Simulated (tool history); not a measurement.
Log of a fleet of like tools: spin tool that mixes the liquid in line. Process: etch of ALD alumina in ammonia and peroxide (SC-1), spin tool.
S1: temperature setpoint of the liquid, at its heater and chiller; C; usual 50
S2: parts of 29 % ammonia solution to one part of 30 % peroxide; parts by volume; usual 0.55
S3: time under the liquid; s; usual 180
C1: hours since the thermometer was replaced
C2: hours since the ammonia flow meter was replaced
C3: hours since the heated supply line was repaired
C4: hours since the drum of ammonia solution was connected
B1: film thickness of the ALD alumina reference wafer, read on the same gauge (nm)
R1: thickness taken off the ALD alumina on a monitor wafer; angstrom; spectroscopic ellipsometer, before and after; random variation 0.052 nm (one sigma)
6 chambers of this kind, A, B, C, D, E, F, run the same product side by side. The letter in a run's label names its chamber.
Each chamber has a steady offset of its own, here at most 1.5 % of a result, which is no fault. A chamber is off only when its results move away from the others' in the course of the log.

{"day": 0.238, "done": "chamber F: new drum of ammonia solution connected"}
{"run": "1E", "day": 0.625, "S1": 50, "S2": 0.55, "S3": 180, "C1": 1388.1, "C2": 1125.9, "C3": 3231.8, "C4": 771.7, "B1": 89.979, "R1": 102.85}
{"run": "2B", "day": 0.95, "S1": 50, "S2": 0.55, "S3": 180, "C1": 464.0, "C2": 99.1, "C3": 976.4, "C4": 218.7, "B1": 89.982, "R1": 101.3}
{"run": "3F", "day": 1.529, "S1": 50, "S2": 0.55, "S3": 180, "C1": 348.6, "C2": 749.5, "C3": 1733.3, "C4": 31.0, "B1": 90.004, "R1": 102.07}
{"day": 1.617, "done": "chamber D: ammonia flow meter replaced"}
{"run": "4A", "day": 2.033, "S1": 50, "S2": 0.55, "S3": 180, "C1": 1458.1, "C2": 1917.2, "C3": 3473.0, "C4": 349.8, "B1": 90.005, "R1": 102.39}
{"run": "5D", "day": 2.488, "S1": 50, "S2": 0.55, "S3": 180, "C1": 2386.8, "C2": 21.0, "C3": 190.1, "C4": 426.9, "B1": 89.983, "R1": 101.33}
{"day": 2.825, "done": "chamber A: new drum of ammonia solution connected"}
{"run": "6C", "day": 2.967, "S1": 50, "S2": 0.55, "S3": 180, "C1": 694.9, "C2": 769.5, "C3": 1364.8, "C4": 415.9, "B1": 89.998, "R1": 100.81}
{"day": 3.258, "done": "chamber A: heated supply line repaired"}
{"run": "7E", "day": 3.304, "S1": 50, "S2": 0.55, "S3": 180, "C1": 1452.4, "C2": 1190.2, "C3": 3296.1, "C4": 836.0, "B1": 89.984, "R1": 101.79}
{"run": "8F", "day": 3.942, "S1": 50, "S2": 0.65, "S3": 105, "C1": 406.5, "C2": 807.4, "C3": 1791.2, "C4": 88.9, "B1": 90.017, "R1": 59.996}
{"run": "9C", "day": 4.362, "S1": 50, "S2": 0.65, "S3": 105, "C1": 728.4, "C2": 803.0, "C3": 1398.3, "C4": 449.4, "B1": 90.008, "R1": 59.828}
{"run": "10D", "day": 4.829, "S1": 50, "S2": 0.65, "S3": 105, "C1": 2443.0, "C2": 77.2, "C3": 246.3, "C4": 483.1, "B1": 90.004, "R1": 59.78}
{"day": 5.283, "done": "chamber C: heated supply line repaired"}
{"run": "11B", "day": 5.446, "S1": 50, "S2": 0.65, "S3": 105, "C1": 571.9, "C2": 207.0, "C3": 1084.3, "C4": 326.6, "B1": 89.989, "R1": 59.725}
{"day": 5.521, "done": "chamber C: new drum of ammonia solution connected"}
{"run": "12A", "day": 6.008, "S1": 50, "S2": 0.65, "S3": 105, "C1": 1553.5, "C2": 2012.6, "C3": 66.1, "C4": 76.4, "B1": 90.019, "R1": 60.213}
{"run": "13F", "day": 6.671, "S1": 50, "S2": 0.65, "S3": 105, "C1": 472.0, "C2": 872.9, "C3": 1856.7, "C4": 154.4, "B1": 89.98, "R1": 59.311}
{"run": "14A", "day": 7.15, "S1": 50, "S2": 0.55, "S3": 180, "C1": 1580.9, "C2": 2040.0, "C3": 93.5, "C4": 103.8, "B1": 89.993, "R1": 101.21}
{"run": "15B", "day": 7.538, "S1": 50, "S2": 0.55, "S3": 180, "C1": 622.1, "C2": 257.2, "C3": 1134.5, "C4": 376.8, "B1": 90.005, "R1": 102.02}
{"run": "16C", "day": 7.896, "S1": 50, "S2": 0.55, "S3": 180, "C1": 813.2, "C2": 887.8, "C3": 62.8, "C4": 57.0, "B1": 89.998, "R1": 102.61}
{"run": "17E", "day": 8.279, "S1": 50, "S2": 0.55, "S3": 180, "C1": 1571.8, "C2": 1309.6, "C3": 3415.5, "C4": 955.4, "B1": 89.973, "R1": 102.26}
{"run": "18D", "day": 8.621, "S1": 50, "S2": 0.55, "S3": 180, "C1": 2534.0, "C2": 168.2, "C3": 337.3, "C4": 574.1, "B1": 90.016, "R1": 100.45}
{"run": "19C", "day": 9.075, "S1": 50, "S2": 0.55, "S3": 180, "C1": 841.5, "C2": 916.1, "C3": 91.1, "C4": 85.3, "B1": 89.989, "R1": 101.97}
{"run": "20A", "day": 9.458, "S1": 50, "S2": 0.55, "S3": 180, "C1": 1636.3, "C2": 2095.4, "C3": 148.9, "C4": 159.2, "B1": 89.99, "R1": 101.28}
{"day": 9.846, "done": "chamber E: ammonia flow meter replaced"}
{"run": "21E", "day": 9.942, "S1": 50, "S2": 0.55, "S3": 180, "C1": 1611.7, "C2": 2.4, "C3": 3455.4, "C4": 995.3, "B1": 89.999, "R1": 101.39}
{"run": "22F", "day": 10.321, "S1": 50, "S2": 0.55, "S3": 180, "C1": 559.6, "C2": 960.5, "C3": 1944.3, "C4": 242.0, "B1": 89.983, "R1": 98.367}
{"day": 10.608, "done": "chamber E: new drum of ammonia solution connected"}
{"run": "23B", "day": 10.683, "S1": 50, "S2": 0.55, "S3": 130, "C1": 697.6, "C2": 332.7, "C3": 1210.0, "C4": 452.3, "B1": 90.004, "R1": 73.443}
{"run": "24D", "day": 11.292, "S1": 50, "S2": 0.55, "S3": 130, "C1": 2598.1, "C2": 232.3, "C3": 401.4, "C4": 638.2, "B1": 89.997, "R1": 73.01}
{"run": "25E", "day": 11.638, "S1": 50, "S2": 0.55, "S3": 130, "C1": 1652.4, "C2": 43.1, "C3": 3496.1, "C4": 24.7, "B1": 89.997, "R1": 72.54}
{"run": "26B", "day": 12.004, "S1": 50, "S2": 0.55, "S3": 130, "C1": 729.3, "C2": 364.4, "C3": 1241.7, "C4": 484.0, "B1": 90.02, "R1": 73.194}
{"run": "27D", "day": 12.629, "S1": 50, "S2": 0.55, "S3": 130, "C1": 2630.2, "C2": 264.4, "C3": 433.5, "C4": 670.3, "B1": 89.979, "R1": 72.254}
{"run": "28A", "day": 13.012, "S1": 50, "S2": 0.55, "S3": 130, "C1": 1721.6, "C2": 2180.7, "C3": 234.2, "C4": 244.5, "B1": 90.002, "R1": 73.174}
{"run": "29F", "day": 13.4, "S1": 50, "S2": 0.55, "S3": 180, "C1": 633.5, "C2": 1034.4, "C3": 2018.2, "C4": 315.9, "B1": 89.99, "R1": 98.66}
{"day": 13.571, "done": "chamber D: thermometer replaced"}
{"run": "30C", "day": 14.054, "S1": 50, "S2": 0.55, "S3": 180, "C1": 961.0, "C2": 1035.6, "C3": 210.6, "C4": 204.8, "B1": 89.972, "R1": 101.66}
{"day": 14.4, "done": "chamber D: new drum of ammonia solution connected"}
{"run": "31B", "day": 14.483, "S1": 50, "S2": 0.55, "S3": 180, "C1": 788.8, "C2": 423.9, "C3": 1301.2, "C4": 543.5, "B1": 89.996, "R1": 101.7}
{"run": "32F", "day": 14.938, "S1": 50, "S2": 0.55, "S3": 180, "C1": 670.4, "C2": 1071.3, "C3": 2055.1, "C4": 352.8, "B1": 90.021, "R1": 98.575}
{"day": 14.983, "done": "chamber A: thermometer replaced"}
{"run": "33A", "day": 15.271, "S1": 50, "S2": 0.55, "S3": 180, "C1": 7.0, "C2": 2234.9, "C3": 288.4, "C4": 298.7, "B1": 90.001, "R1": 102.67}
{"day": 15.342, "done": "chamber F: new drum of ammonia solution connected"}
{"day": 15.479, "done": "chamber B: new drum of ammonia solution connected"}
{"run": "34E", "day": 15.838, "S1": 50, "S2": 0.55, "S3": 180, "C1": 1753.2, "C2": 143.9, "C3": 3596.9, "C4": 125.5, "B1": 90.003, "R1": 101.49}
{"run": "35C", "day": 16.221, "S1": 50, "S2": 0.55, "S3": 180, "C1": 1013.0, "C2": 1087.6, "C3": 262.6, "C4": 256.8, "B1": 89.985, "R1": 101.76}
{"run": "36D", "day": 16.625, "S1": 50, "S2": 0.55, "S3": 180, "C1": 73.4, "C2": 360.3, "C3": 529.4, "C4": 53.5, "B1": 90.006, "R1": 101.54}
{"run": "37B", "day": 16.917, "S1": 50, "S2": 0.55, "S3": 180, "C1": 847.2, "C2": 482.3, "C3": 1359.6, "C4": 34.5, "B1": 90.005, "R1": 101.77}
{"run": "38C", "day": 17.221, "S1": 57, "S2": 0.3, "S3": 180, "C1": 1037.0, "C2": 1111.6, "C3": 286.6, "C4": 280.8, "B1": 89.995, "R1": 138.04}
{"day": 17.8, "done": "chamber F: ammonia flow meter replaced"}
{"run": "39E", "day": 17.85, "S1": 57, "S2": 0.3, "S3": 180, "C1": 1801.5, "C2": 192.2, "C3": 3645.2, "C4": 173.8, "B1": 90.011, "R1": 139.59}
{"run": "40F", "day": 18.354, "S1": 57, "S2": 0.3, "S3": 180, "C1": 752.4, "C2": 13.4, "C3": 2137.1, "C4": 72.3, "B1": 89.985, "R1": 134.32}
{"day": 18.417, "done": "chamber A: new drum of ammonia solution connected"}
{"run": "41A", "day": 19.012, "S1": 57, "S2": 0.3, "S3": 180, "C1": 96.8, "C2": 2324.7, "C3": 378.2, "C4": 14.3, "B1": 89.992, "R1": 140.29}
{"run": "42D", "day": 19.6, "S1": 57, "S2": 0.3, "S3": 180, "C1": 144.8, "C2": 431.7, "C3": 600.8, "C4": 124.9, "B1": 90.006, "R1": 139.69}
{"run": "43C", "day": 20.021, "S1": 57, "S2": 0.3, "S3": 180, "C1": 1104.2, "C2": 1178.8, "C3": 353.8, "C4": 348.0, "B1": 90.008, "R1": 138.24}
{"run": "44B", "day": 20.562, "S1": 50, "S2": 0.55, "S3": 180, "C1": 934.7, "C2": 569.8, "C3": 1447.1, "C4": 122.0, "B1": 89.995, "R1": 102.0}

What goes on in this fleet: one chamber off, a drifting gauge, or nothing beyond the chambers' own small offsets? Name the chamber and the cause, if any.

Chamber F drifts away from the others.
Cause: liquid colder than its thermometer reads (K) = 0.901.
The log may not tell that from: temperature lost on the way to the wafer (K).

Here are 4 candidates for chamber F's next run, each the usual settings with a change, their results left as question marks. Which one brings its results back in line with what the others give on the usual settings?
In line means no further than this from the other chambers' mean on the usual settings: R1 1.800 angstrom
{"run": "45F-1", "day": 21.038, "S1": 50, "S2": 0.55, "S3": 190, "R1": "?"}
{"run": "45F-2", "day": 21.038, "S1": 50, "S2": 0.45, "S3": 180, "R1": "?"}
{"run": "45F-3", "day": 21.038, "S1": 50, "S2": 0.35, "S3": 180, "R1": "?"}
{"run": "45F-4", "day": 21.038, "S1": 50, "S2": 0.65, "S3": 180, "R1": "?"}

The other chambers' mean on the usual settings: R1 101.540 angstrom
run=45F-1 R1=102.270
run=45F-2 R1=95.029
run=45F-3 R1=92.742
run=45F-4 R1=98.456
45F-1 brings the chamber back in line.

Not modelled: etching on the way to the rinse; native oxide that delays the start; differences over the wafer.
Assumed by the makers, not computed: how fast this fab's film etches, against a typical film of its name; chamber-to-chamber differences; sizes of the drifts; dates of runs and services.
